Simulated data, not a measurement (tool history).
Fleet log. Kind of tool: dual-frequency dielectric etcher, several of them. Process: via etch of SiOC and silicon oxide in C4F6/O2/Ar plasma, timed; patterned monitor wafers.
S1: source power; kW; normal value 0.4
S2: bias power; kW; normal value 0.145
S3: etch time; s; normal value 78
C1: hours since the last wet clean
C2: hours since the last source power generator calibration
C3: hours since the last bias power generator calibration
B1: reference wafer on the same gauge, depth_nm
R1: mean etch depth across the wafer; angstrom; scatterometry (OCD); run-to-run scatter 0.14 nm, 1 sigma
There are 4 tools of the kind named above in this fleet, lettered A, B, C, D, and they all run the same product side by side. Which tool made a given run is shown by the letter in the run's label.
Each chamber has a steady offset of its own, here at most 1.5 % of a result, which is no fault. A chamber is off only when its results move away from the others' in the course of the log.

{"run": "1D", "hour": 12.5, "S1": 0.4, "S2": 0.145, "S3": 78, "C1": 85.1, "C2": 2994.2, "C3": 737.3, "B1": 76.159, "R1": 836.31}
{"hour": 15.6, "done": "chamber A: wet clean of the chamber"}
{"run": "2C", "hour": 21.1, "S1": 0.4, "S2": 0.145, "S3": 78, "C1": 217.2, "C2": 773.5, "C3": 2781.5, "B1": 76.156, "R1": 821.31}
{"run": "3B", "hour": 28.0, "S1": 0.4, "S2": 0.145, "S3": 78, "C1": 98.8, "C2": 2811.8, "C3": 432.9, "B1": 76.16, "R1": 810.25}
{"run": "4A", "hour": 39.0, "S1": 0.4, "S2": 0.145, "S3": 78, "C1": 23.4, "C2": 1140.1, "C3": 4277.2, "B1": 76.141, "R1": 828.21}
{"run": "5B", "hour": 47.3, "S1": 0.4, "S2": 0.145, "S3": 78, "C1": 118.1, "C2": 2831.1, "C3": 452.2, "B1": 76.16, "R1": 809.48}
{"run": "6A", "hour": 58.3, "S1": 0.4, "S2": 0.145, "S3": 78, "C1": 42.7, "C2": 1159.4, "C3": 4296.5, "B1": 76.084, "R1": 825.45}
{"run": "7D", "hour": 68.8, "S1": 0.4, "S2": 0.145, "S3": 78, "C1": 141.4, "C2": 3050.5, "C3": 793.6, "B1": 76.108, "R1": 831.34}
{"run": "8C", "hour": 79.8, "S1": 0.4, "S2": 0.145, "S3": 78, "C1": 275.9, "C2": 832.2, "C3": 2840.2, "B1": 76.07, "R1": 821.92}
{"run": "9B", "hour": 92.4, "S1": 0.4, "S2": 0.145, "S3": 78, "C1": 163.2, "C2": 2876.2, "C3": 497.3, "B1": 76.063, "R1": 809.12}
{"run": "10D", "hour": 99.0, "S1": 0.4, "S2": 0.145, "S3": 78, "C1": 171.6, "C2": 3080.7, "C3": 823.8, "B1": 76.051, "R1": 832.82}
{"run": "11C", "hour": 109.0, "S1": 0.4, "S2": 0.145, "S3": 78, "C1": 305.1, "C2": 861.4, "C3": 2869.4, "B1": 76.029, "R1": 824.08}
{"run": "12A", "hour": 121.2, "S1": 0.4, "S2": 0.145, "S3": 78, "C1": 105.6, "C2": 1222.3, "C3": 4359.4, "B1": 76.032, "R1": 827.36}
{"run": "13C", "hour": 129.2, "S1": 0.4, "S2": 0.145, "S3": 85.5, "C1": 325.3, "C2": 881.6, "C3": 2889.6, "B1": 75.981, "R1": 898.78}
{"run": "14B", "hour": 137.8, "S1": 0.4, "S2": 0.145, "S3": 85.5, "C1": 208.6, "C2": 2921.6, "C3": 542.7, "B1": 75.985, "R1": 888.49}
{"run": "15D", "hour": 145.3, "S1": 0.4, "S2": 0.145, "S3": 85.5, "C1": 217.9, "C2": 3127, "C3": 870.1, "B1": 76.003, "R1": 910.89}
{"run": "16A", "hour": 156.2, "S1": 0.4, "S2": 0.145, "S3": 85.5, "C1": 140.6, "C2": 1257.3, "C3": 4394.4, "B1": 75.964, "R1": 906.4}
{"run": "17C", "hour": 163.1, "S1": 0.4, "S2": 0.145, "S3": 78, "C1": 359.2, "C2": 915.5, "C3": 2923.5, "B1": 75.976, "R1": 821.39}
{"run": "18D", "hour": 170.2, "S1": 0.4, "S2": 0.145, "S3": 78, "C1": 242.8, "C2": 3151.9, "C3": 895, "B1": 75.943, "R1": 829.3}
{"run": "19A", "hour": 179.0, "S1": 0.4, "S2": 0.145, "S3": 78, "C1": 163.4, "C2": 1280.1, "C3": 4417.2, "B1": 75.915, "R1": 823.37}
{"run": "20B", "hour": 191.1, "S1": 0.4, "S2": 0.145, "S3": 78, "C1": 261.9, "C2": 2974.9, "C3": 596, "B1": 75.92, "R1": 807.7}
{"run": "21B", "hour": 200.2, "S1": 0.4, "S2": 0.145, "S3": 78, "C1": 271, "C2": 2984, "C3": 605.1, "B1": 75.878, "R1": 808.47}
{"run": "22D", "hour": 207.3, "S1": 0.4, "S2": 0.163, "S3": 78, "C1": 279.9, "C2": 3189, "C3": 932.1, "B1": 75.902, "R1": 860.98}
{"hour": 215.0, "done": "chamber C: wet clean of the chamber"}
{"run": "23A", "hour": 218.7, "S1": 0.4, "S2": 0.163, "S3": 78, "C1": 203.1, "C2": 1319.8, "C3": 4456.9, "B1": 75.869, "R1": 855.53}
{"run": "24C", "hour": 227.9, "S1": 0.4, "S2": 0.163, "S3": 78, "C1": 13, "C2": 980.3, "C3": 2988.3, "B1": 75.844, "R1": 848.16}
{"run": "25B", "hour": 239.0, "S1": 0.4, "S2": 0.163, "S3": 78, "C1": 309.8, "C2": 3022.8, "C3": 643.9, "B1": 75.824, "R1": 834.75}
{"run": "26A", "hour": 251.6, "S1": 0.4, "S2": 0.145, "S3": 69, "C1": 236, "C2": 1352.7, "C3": 4489.8, "B1": 75.829, "R1": 732.01}
{"hour": 253.1, "done": "chamber A: bias power generator calibrated"}
{"run": "27D", "hour": 259.5, "S1": 0.4, "S2": 0.145, "S3": 69, "C1": 332.1, "C2": 3241.2, "C3": 984.3, "B1": 75.836, "R1": 733.18}
{"run": "28C", "hour": 267.6, "S1": 0.4, "S2": 0.145, "S3": 69, "C1": 52.7, "C2": 1020, "C3": 3028, "B1": 75.782, "R1": 721.79}
{"run": "29C", "hour": 276.2, "S1": 0.4, "S2": 0.145, "S3": 69, "C1": 61.3, "C2": 1028.6, "C3": 3036.6, "B1": 75.758, "R1": 723.82}
{"run": "30B", "hour": 284.6, "S1": 0.4, "S2": 0.145, "S3": 78, "C1": 355.4, "C2": 3068.4, "C3": 689.5, "B1": 75.801, "R1": 806.56}
{"run": "31D", "hour": 297.4, "S1": 0.4, "S2": 0.145, "S3": 78, "C1": 370, "C2": 3279.1, "C3": 1022.2, "B1": 75.773, "R1": 830.15}
{"run": "32A", "hour": 307.8, "S1": 0.4, "S2": 0.145, "S3": 78, "C1": 292.2, "C2": 1408.9, "C3": 54.7, "B1": 75.763, "R1": 821.69}
{"run": "33D", "hour": 314.7, "S1": 0.4, "S2": 0.145, "S3": 78, "C1": 387.3, "C2": 3296.4, "C3": 1039.5, "B1": 75.72, "R1": 827.16}
{"hour": 315.1, "done": "chamber C: bias power generator calibrated"}
{"run": "34A", "hour": 322.4, "S1": 0.4, "S2": 0.145, "S3": 78, "C1": 306.8, "C2": 1423.5, "C3": 69.3, "B1": 75.7, "R1": 821.61}
{"hour": 330.5, "done": "chamber B: wet clean of the chamber"}
{"run": "35B", "hour": 334.8, "S1": 0.31, "S2": 0.145, "S3": 68, "C1": 4.4, "C2": 3118.6, "C3": 739.7, "B1": 75.695, "R1": 637.26}
{"run": "36C", "hour": 346.7, "S1": 0.31, "S2": 0.145, "S3": 68, "C1": 131.8, "C2": 1099.1, "C3": 31.7, "B1": 75.66, "R1": 642.22}

All 4 chambers run these settings next. Forecast each chamber's results:
{"run": "37A", "hour": 357.1, "S1": 0.4, "S2": 0.115, "S3": 78, "R1": "?"}
{"run": "37B", "hour": 357.1, "S1": 0.4, "S2": 0.115, "S3": 78, "R1": "?"}
{"run": "37C", "hour": 357.1, "S1": 0.4, "S2": 0.115, "S3": 78, "R1": "?"}
{"run": "37D", "hour": 357.1, "S1": 0.4, "S2": 0.115, "S3": 78, "R1": "?"}

run=37A R1=765.46
run=37B R1=754.95
run=37C R1=761.33
run=37D R1=772.13

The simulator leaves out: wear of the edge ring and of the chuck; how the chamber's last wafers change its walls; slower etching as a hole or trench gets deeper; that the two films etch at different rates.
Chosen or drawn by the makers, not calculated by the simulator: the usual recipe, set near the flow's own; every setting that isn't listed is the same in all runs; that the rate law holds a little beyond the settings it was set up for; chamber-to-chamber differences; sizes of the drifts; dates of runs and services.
